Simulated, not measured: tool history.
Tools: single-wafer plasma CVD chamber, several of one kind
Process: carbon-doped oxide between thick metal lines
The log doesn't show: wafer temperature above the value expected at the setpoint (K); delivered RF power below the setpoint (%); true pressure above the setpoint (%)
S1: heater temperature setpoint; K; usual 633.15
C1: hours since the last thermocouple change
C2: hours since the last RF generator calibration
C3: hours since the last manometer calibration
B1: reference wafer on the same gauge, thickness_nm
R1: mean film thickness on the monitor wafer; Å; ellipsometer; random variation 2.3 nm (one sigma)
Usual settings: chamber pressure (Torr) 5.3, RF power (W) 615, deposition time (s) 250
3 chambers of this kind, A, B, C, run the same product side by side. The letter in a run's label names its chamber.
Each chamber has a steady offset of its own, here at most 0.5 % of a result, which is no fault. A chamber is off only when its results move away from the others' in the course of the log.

{"run": "1B", "hour": 7.3, "S1": 633.15, "chamber pressure (Torr)": 5.3, "RF power (W)": 615, "deposition time (s)": 250, "C1": 841.4, "C2": 538.4, "C3": 1436.5, "B1": 1229.8, "R1": 14004}
{"run": "2C", "hour": 19.1, "S1": 633.15, "chamber pressure (Torr)": 5.3, "RF power (W)": 615, "deposition time (s)": 250, "C1": 1783.9, "C2": 1035, "C3": 1269.2, "B1": 1229.6, "R1": 14052}
{"run": "3A", "hour": 27.1, "S1": 633.15, "chamber pressure (Torr)": 5.3, "RF power (W)": 615, "deposition time (s)": 250, "C1": 1782, "C2": 1307.1, "C3": 1044.5, "B1": 1229.6, "R1": 14058}
{"run": "4B", "hour": 41.4, "S1": 633.15, "chamber pressure (Torr)": 5.3, "RF power (W)": 615, "deposition time (s)": 250, "C1": 875.5, "C2": 572.5, "C3": 1470.6, "B1": 1229.5, "R1": 13956}
{"run": "5C", "hour": 48.7, "S1": 633.15, "chamber pressure (Torr)": 5.3, "RF power (W)": 615, "deposition time (s)": 250, "C1": 1813.5, "C2": 1064.6, "C3": 1298.8, "B1": 1229, "R1": 14041}
{"run": "6A", "hour": 58.1, "S1": 633.15, "chamber pressure (Torr)": 5.3, "RF power (W)": 615, "deposition time (s)": 250, "C1": 1813, "C2": 1338.1, "C3": 1075.5, "B1": 1228.4, "R1": 14025}
{"run": "7B", "hour": 71.2, "S1": 633.15, "chamber pressure (Torr)": 5.3, "RF power (W)": 615, "deposition time (s)": 250, "C1": 905.3, "C2": 602.3, "C3": 1500.4, "B1": 1228.3, "R1": 13966}
{"run": "8C", "hour": 83.7, "S1": 633.15, "chamber pressure (Torr)": 5.3, "RF power (W)": 615, "deposition time (s)": 250, "C1": 1848.5, "C2": 1099.6, "C3": 1333.8, "B1": 1228.4, "R1": 14048}
{"run": "9A", "hour": 90.1, "S1": 633.15, "chamber pressure (Torr)": 5.3, "RF power (W)": 615, "deposition time (s)": 250, "C1": 1845, "C2": 1370.1, "C3": 1107.5, "B1": 1228.2, "R1": 14033}
{"run": "10A", "hour": 99.2, "S1": 633.15, "chamber pressure (Torr)": 5.3, "RF power (W)": 615, "deposition time (s)": 250, "C1": 1854.1, "C2": 1379.2, "C3": 1116.6, "B1": 1228.2, "R1": 14012}
{"run": "11C", "hour": 107.8, "S1": 633.15, "chamber pressure (Torr)": 5.3, "RF power (W)": 615, "deposition time (s)": 250, "C1": 1872.6, "C2": 1123.7, "C3": 1357.9, "B1": 1227.7, "R1": 13991}
{"run": "12B", "hour": 121.2, "S1": 633.15, "chamber pressure (Torr)": 5.3, "RF power (W)": 615, "deposition time (s)": 250, "C1": 955.3, "C2": 652.3, "C3": 1550.4, "B1": 1228.2, "R1": 13941}
{"run": "13B", "hour": 133.5, "S1": 633.15, "chamber pressure (Torr)": 4.41, "RF power (W)": 615, "deposition time (s)": 223, "C1": 967.6, "C2": 664.6, "C3": 1562.7, "B1": 1227.5, "R1": 12137}
{"run": "14C", "hour": 142.7, "S1": 633.15, "chamber pressure (Torr)": 4.41, "RF power (W)": 615, "deposition time (s)": 223, "C1": 1907.5, "C2": 1158.6, "C3": 1392.8, "B1": 1227.1, "R1": 12191}
{"hour": 150.1, "done": "chamber B: capacitance manometer re-zeroed and calibrated"}
{"run": "15A", "hour": 155.5, "S1": 633.15, "chamber pressure (Torr)": 4.41, "RF power (W)": 615, "deposition time (s)": 223, "C1": 1910.4, "C2": 1435.5, "C3": 1172.9, "B1": 1226.7, "R1": 12183}
{"hour": 162.0, "done": "chamber B: thermocouple changed; heater temperature recalibrated"}
{"run": "16A", "hour": 168.9, "S1": 633.15, "chamber pressure (Torr)": 5.3, "RF power (W)": 615, "deposition time (s)": 250, "C1": 1923.8, "C2": 1448.9, "C3": 1186.3, "B1": 1226.5, "R1": 14053}
{"run": "17B", "hour": 177.3, "S1": 633.15, "chamber pressure (Torr)": 5.3, "RF power (W)": 615, "deposition time (s)": 250, "C1": 15.3, "C2": 708.4, "C3": 27.3, "B1": 1226.2, "R1": 13956}
{"run": "18C", "hour": 186.5, "S1": 633.15, "chamber pressure (Torr)": 5.3, "RF power (W)": 615, "deposition time (s)": 250, "C1": 1951.3, "C2": 1202.4, "C3": 1436.6, "B1": 1225.5, "R1": 14010}
{"run": "19B", "hour": 199.4, "S1": 633.15, "chamber pressure (Torr)": 5.3, "RF power (W)": 615, "deposition time (s)": 250, "C1": 37.4, "C2": 730.5, "C3": 49.4, "B1": 1225, "R1": 13968}
{"run": "20A", "hour": 207.7, "S1": 633.15, "chamber pressure (Torr)": 5.3, "RF power (W)": 615, "deposition time (s)": 250, "C1": 1962.6, "C2": 1487.7, "C3": 1225.1, "B1": 1225.7, "R1": 14022}
{"run": "21C", "hour": 221.9, "S1": 633.15, "chamber pressure (Torr)": 5.3, "RF power (W)": 615, "deposition time (s)": 250, "C1": 1986.7, "C2": 1237.8, "C3": 1472, "B1": 1225.6, "R1": 14004}
{"run": "22C", "hour": 233.4, "S1": 633.15, "chamber pressure (Torr)": 5.3, "RF power (W)": 615, "deposition time (s)": 250, "C1": 1998.2, "C2": 1249.3, "C3": 1483.5, "B1": 1225.1, "R1": 13994}
{"run": "23B", "hour": 240.2, "S1": 633.15, "chamber pressure (Torr)": 5.3, "RF power (W)": 615, "deposition time (s)": 250, "C1": 78.2, "C2": 771.3, "C3": 90.2, "B1": 1224.8, "R1": 13925}
{"run": "24A", "hour": 248.1, "S1": 633.15, "chamber pressure (Torr)": 5.3, "RF power (W)": 615, "deposition time (s)": 250, "C1": 2003, "C2": 1528.1, "C3": 1265.5, "B1": 1225.3, "R1": 14015}
{"run": "25B", "hour": 260.5, "S1": 633.15, "chamber pressure (Torr)": 5.3, "RF power (W)": 615, "deposition time (s)": 250, "C1": 98.5, "C2": 791.6, "C3": 110.5, "B1": 1224.3, "R1": 13959}
{"run": "26C", "hour": 268.2, "S1": 633.15, "chamber pressure (Torr)": 5.3, "RF power (W)": 615, "deposition time (s)": 250, "C1": 2033, "C2": 1284.1, "C3": 1518.3, "B1": 1224.4, "R1": 14001}
{"run": "27A", "hour": 275.7, "S1": 633.15, "chamber pressure (Torr)": 5.3, "RF power (W)": 615, "deposition time (s)": 250, "C1": 2030.6, "C2": 1555.7, "C3": 1293.1, "B1": 1224.5, "R1": 14034}
{"run": "28B", "hour": 282.1, "S1": 633.15, "chamber pressure (Torr)": 5.3, "RF power (W)": 615, "deposition time (s)": 250, "C1": 120.1, "C2": 813.2, "C3": 132.1, "B1": 1223.9, "R1": 13929}
{"hour": 286.7, "done": "chamber A: RF generator calibrated"}
{"run": "29A", "hour": 289.6, "S1": 633.15, "chamber pressure (Torr)": 5.3, "RF power (W)": 615, "deposition time (s)": 250, "C1": 2044.5, "C2": 3, "C3": 1307, "B1": 1223.8, "R1": 14025}
{"run": "30C", "hour": 296.0, "S1": 638.15, "chamber pressure (Torr)": 5.3, "RF power (W)": 615, "deposition time (s)": 292, "C1": 2060.8, "C2": 1311.9, "C3": 1546.1, "B1": 1223.5, "R1": 16140}
{"run": "31B", "hour": 306.0, "S1": 638.15, "chamber pressure (Torr)": 5.3, "RF power (W)": 615, "deposition time (s)": 292, "C1": 144, "C2": 837.1, "C3": 156, "B1": 1223.4, "R1": 16061}
{"run": "32A", "hour": 317.1, "S1": 638.15, "chamber pressure (Torr)": 5.3, "RF power (W)": 615, "deposition time (s)": 292, "C1": 2072, "C2": 30.5, "C3": 1334.5, "B1": 1222.8, "R1": 16140}
{"run": "33C", "hour": 327.3, "S1": 633.15, "chamber pressure (Torr)": 6.53, "RF power (W)": 560, "deposition time (s)": 250, "C1": 2092.1, "C2": 1343.2, "C3": 1577.4, "B1": 1222.7, "R1": 13559}
{"run": "34A", "hour": 336.5, "S1": 633.15, "chamber pressure (Torr)": 6.53, "RF power (W)": 560, "deposition time (s)": 250, "C1": 2091.4, "C2": 49.9, "C3": 1353.9, "B1": 1222.6, "R1": 13603}
{"run": "35C", "hour": 344.0, "S1": 633.15, "chamber pressure (Torr)": 6.53, "RF power (W)": 560, "deposition time (s)": 250, "C1": 2108.8, "C2": 1359.9, "C3": 1594.1, "B1": 1222.9, "R1": 13546}
{"run": "36B", "hour": 357.6, "S1": 620.15, "chamber pressure (Torr)": 5.3, "RF power (W)": 670, "deposition time (s)": 250, "C1": 195.6, "C2": 888.7, "C3": 207.6, "B1": 1222, "R1": 15143}
{"run": "37B", "hour": 368.4, "S1": 620.15, "chamber pressure (Torr)": 5.3, "RF power (W)": 670, "deposition time (s)": 250, "C1": 206.4, "C2": 899.5, "C3": 218.4, "B1": 1222.1, "R1": 15127}
{"run": "38A", "hour": 380.5, "S1": 620.15, "chamber pressure (Torr)": 5.3, "RF power (W)": 670, "deposition time (s)": 250, "C1": 2135.4, "C2": 93.9, "C3": 1397.9, "B1": 1221.3, "R1": 15195}

Is one chamber off against the others, does the gauge drift, or is nothing wrong? If a chamber is off, say which, and what the likeliest cause is.

The gauge drifts, so all chambers seem to drift together. No chamber is off.
Cause: gauge reads low (%) = 0.68.

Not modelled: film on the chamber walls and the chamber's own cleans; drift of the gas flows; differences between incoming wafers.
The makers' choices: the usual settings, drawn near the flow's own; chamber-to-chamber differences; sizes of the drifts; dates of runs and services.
